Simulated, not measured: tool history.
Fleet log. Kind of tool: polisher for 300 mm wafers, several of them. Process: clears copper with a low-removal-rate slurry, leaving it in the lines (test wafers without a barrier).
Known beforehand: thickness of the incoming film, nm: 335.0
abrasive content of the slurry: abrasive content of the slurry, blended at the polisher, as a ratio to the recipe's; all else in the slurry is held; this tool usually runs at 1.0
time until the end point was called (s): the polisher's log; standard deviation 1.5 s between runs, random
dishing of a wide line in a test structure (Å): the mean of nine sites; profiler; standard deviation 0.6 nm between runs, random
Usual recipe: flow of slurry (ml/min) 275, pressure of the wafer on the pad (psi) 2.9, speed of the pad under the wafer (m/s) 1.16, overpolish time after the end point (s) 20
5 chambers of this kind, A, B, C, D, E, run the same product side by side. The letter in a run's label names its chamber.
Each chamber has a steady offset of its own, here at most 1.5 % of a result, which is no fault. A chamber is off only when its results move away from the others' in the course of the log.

run   hour  flow of slurry (ml/min)  pressure of the wafer on the pad (psi)  speed of the pad under the wafer (m/s)  abrasive content of the slurry  overpolish time after the end point (s)  wafers polished on this pad  hours since the slurry nozzle was cleaned  hours since the head pressure was calibrated  hours since the slurry blender was calibrated  time until the end point was called (s)  dishing of a wide line in a test structure (Å)
       3.0  -- chamber C: worn pad replaced by a new one
 1B    5.6                      275                                     2.9                                    1.16                             1.0                                       20                          765                                       29.4                                          30.4                                          231.2                                   96.355                                          417.65
 2E   14.7                      275                                     2.9                                    1.16                             1.0                                       20                          195                                      462.4                                         407.4                                           99.7                                   95.729                                          408.63
      20.5  -- chamber D: worn pad replaced by a new one
 3C   21.4                      275                                     2.9                                    1.16                             1.0                                       20                          107                                       49.5                                         182.3                                          131.8                                   89.945                                          419.74
      27.0  -- chamber E: slurry nozzle cleaned
 4A   28.0                      275                                     2.9                                    1.16                             1.0                                       20                          165                                      486.9                                         158.4                                           84.7                                   92.191                                          425.89
 5D   34.2                      275                                     2.9                                    1.16                             1.0                                       20                           80                                      121.0                                         351.4                                           98.4                                   92.748                                          420.47
 6A   42.4                      275                                     2.9                                    1.16                             1.0                                       20                          249                                      501.3                                         172.8                                           99.1                                   94.291                                          426.60
 7C   46.7                      275                                     2.9                                    1.16                             1.0                                       20                          255                                       74.8                                         207.6                                          157.1                                   94.074                                          413.44
 8B   52.4                      275                                     2.9                                    1.16                             1.0                                       20                         1038                                       76.2                                          77.2                                          278.0                                   94.361                                          403.85
 9D   58.2                      275                                     2.9                                    1.16                             1.0                                       20                          220                                      145.0                                         375.4                                          122.4                                   93.316                                          413.32
10E   67.1                      275                                     2.9                                    1.16                             1.0                                       20                          501                                       40.1                                         459.8                                          152.1                                   96.870                                          434.82
11B   71.9                      275                                     2.9                                    1.16                             1.0                                       20                         1152                                       95.7                                          96.7                                          297.5                                   92.164                                          415.35
      72.6  -- chamber B: worn pad replaced by a new one
      78.0  -- chamber E: worn pad replaced by a new one
12E   80.3                      275                                     3.5                                    1.16                             1.0                                       20                           13                                       53.3                                         473.0                                          165.3                                   77.469                                          487.35
13D   88.2                      275                                     3.5                                    1.16                             1.0                                       20                          395                                      175.0                                         405.4                                          152.4                                   76.296                                          469.29
14A   95.6                      275                                     3.5                                    1.16                             1.0                                       20                          559                                      554.5                                         226.0                                          152.3                                   80.294                                          480.01
15C  100.5                      275                                     3.5                                    1.16                             1.0                                       20                          569                                      128.6                                         261.4                                          210.9                                   78.222                                          481.40
16D  107.6                      275                                     3.5                                    1.16                             1.0                                       20                          508                                      194.4                                         424.8                                          171.8                                   74.287                                          483.48
     110.2  -- chamber D: worn pad replaced by a new one
17E  117.0                      275                                     2.9                                    1.16                             1.0                                       20                          227                                       90.0                                         509.7                                          202.0                                   94.248                                          421.89
18C  124.6                      275                                     2.9                                    1.16                             1.0                                       20                          709                                      152.7                                         285.5                                          235.0                                   98.363                                          405.96
     128.7  -- chamber D: slurry nozzle cleaned
19A  134.4                      275                                     2.9                                    1.16                             1.0                                       20                          785                                      593.3                                         264.8                                          191.1                                   95.311                                          419.13
20B  143.5                      275                                     2.9                                    1.16                             1.0                                       20                          413                                      167.3                                         168.3                                          369.1                                   94.129                                          418.08
21E  152.6                      275                                     2.9                                    1.16                             1.0                                       20                          435                                      125.6                                         545.3                                          237.6                                   92.919                                          411.70
22B  157.3                      275                                     2.9                                    1.16                             1.3                                       20                          494                                      181.1                                         182.1                                          382.9                                   89.264                                          432.74
     158.4  -- chamber B: slurry blender recalibrated
23A  162.1                      275                                     2.9                                    1.16                             1.3                                       20                          947                                      621.0                                         292.5                                          218.8                                   90.088                                          445.75
24C  170.6                      275                                     2.9                                    1.16                             1.3                                       20                          978                                      198.7                                         331.5                                          281.0                                   94.680                                          416.52
     177.2  -- chamber A: worn pad replaced by a new one
25D  178.6                      275                                     2.9                                    1.16                             1.3                                       20                          399                                       50.0                                         495.8                                          242.8                                   88.235                                          439.56
     181.2  -- chamber E: worn pad replaced by a new one
     188.5  -- chamber C: worn pad replaced by a new one
26A  188.5                      275                                     2.9                                    1.16                             1.3                                       20                           65                                      647.4                                         318.9                                          245.2                                   90.982                                          427.64
     193.6  -- chamber A: slurry nozzle cleaned
27C  197.4                      275                                     2.9                                    1.16                             1.0                                       20                           52                                      225.5                                         358.3                                          307.8                                   99.358                                          394.20
     203.8  -- chamber D: worn pad replaced by a new one
28B  205.5                      275                                     2.9                                    1.16                             1.0                                       20                          775                                      229.3                                         230.3                                           47.2                                   95.240                                          410.17
29E  214.2                      275                                     2.9                                    1.16                             1.0                                       20                          192                                      187.2                                         606.9                                          299.2                                   91.268                                          424.61
30D  222.3                      275                                     2.9                                    1.16                             1.0                                       20                          108                                       93.7                                         539.5                                          286.5                                   92.229                                          421.52
31A  226.6                      275                                     2.9                                    1.16                             1.0                                       20                          288                                       33.0                                         357.0                                          283.3                                   95.234                                          416.42
32C  234.1                      275                                     2.9                                    1.16                             1.0                                       20                          266                                      262.2                                         395.0                                          344.5                                   99.742                                          398.96
33D  240.5                      275                                     2.9                                    1.16                             1.0                                       20                          214                                      111.9                                         557.7                                          304.7                                   94.974                                          409.47
34B  247.3                      275                                     2.9                                    1.16                             1.0                                       20                         1019                                      271.1                                         272.1                                           89.0                                   90.682                                          409.72
35E  253.5                      275                                     2.9                                    1.16                             1.0                                       20                          422                                      226.5                                         646.2                                          338.5                                   94.635                                          414.74
36E  262.5                      275                                     2.9                                    1.16                             1.0                                       20                          474                                      235.5                                         655.2                                          347.5                                   95.075                                          419.59
     269.2  -- chamber B: worn pad replaced by a new one
37B  269.5                      275                                     2.9                                    1.16                             1.0                                       20                            2                                      293.3                                         294.3                                          111.2                                   94.587                                          415.10

What goes on in this fleet: one chamber off, a drifting gauge, or nothing beyond the chambers' own small offsets? Name the chamber and the cause, if any.

One chamber, C, drifts off from the rest bit by bit.
What lies behind it: abrasive missing from the slurry, % = 35.8.
Not necessarily distinguishable in this log from: head's pressure below its setpoint, %.

Here are 4 candidates for chamber C's next run, each the usual settings with a change, their results left as question marks. Which one brings its results back in line with what the others give on the usual settings?
Maximum distance from the other chambers' mean on the usual settings for a result to count as in line: time until the end point was called (s) 5.200; dishing of a wide line in a test structure (Å) 21.00
38C-1  276.6                      275                                     2.6                                    1.06                             1.0                                       20                                                                                                                                                                                                             ?                                               ?
38C-2  276.6                      275                                     2.8                                    1.12                             1.0                                       20                                                                                                                                                                                                             ?                                               ?
38C-3  276.6                      275                                     3.2                                    1.26                             1.0                                       20                                                                                                                                                                                                             ?                                               ?
38C-4  276.6                      275                                     3.0                                    1.20                             1.0                                       20                                                                                                                                                                                                             ?                                               ?

Usual-settings mean across the other chambers: time until the end point was called (s) 94.169; dishing of a wide line in a test structure (Å) 418.82
  run  time until the end point was called (s)  dishing of a wide line in a test structure (Å)
38C-1                                  125.370                                          331.52
38C-2                                  110.040                                          367.97
38C-3                                   85.408                                          446.36
38C-4                                   95.749                                          409.62
38C-4 is the one that brings the chamber's results back in line with the other chambers.

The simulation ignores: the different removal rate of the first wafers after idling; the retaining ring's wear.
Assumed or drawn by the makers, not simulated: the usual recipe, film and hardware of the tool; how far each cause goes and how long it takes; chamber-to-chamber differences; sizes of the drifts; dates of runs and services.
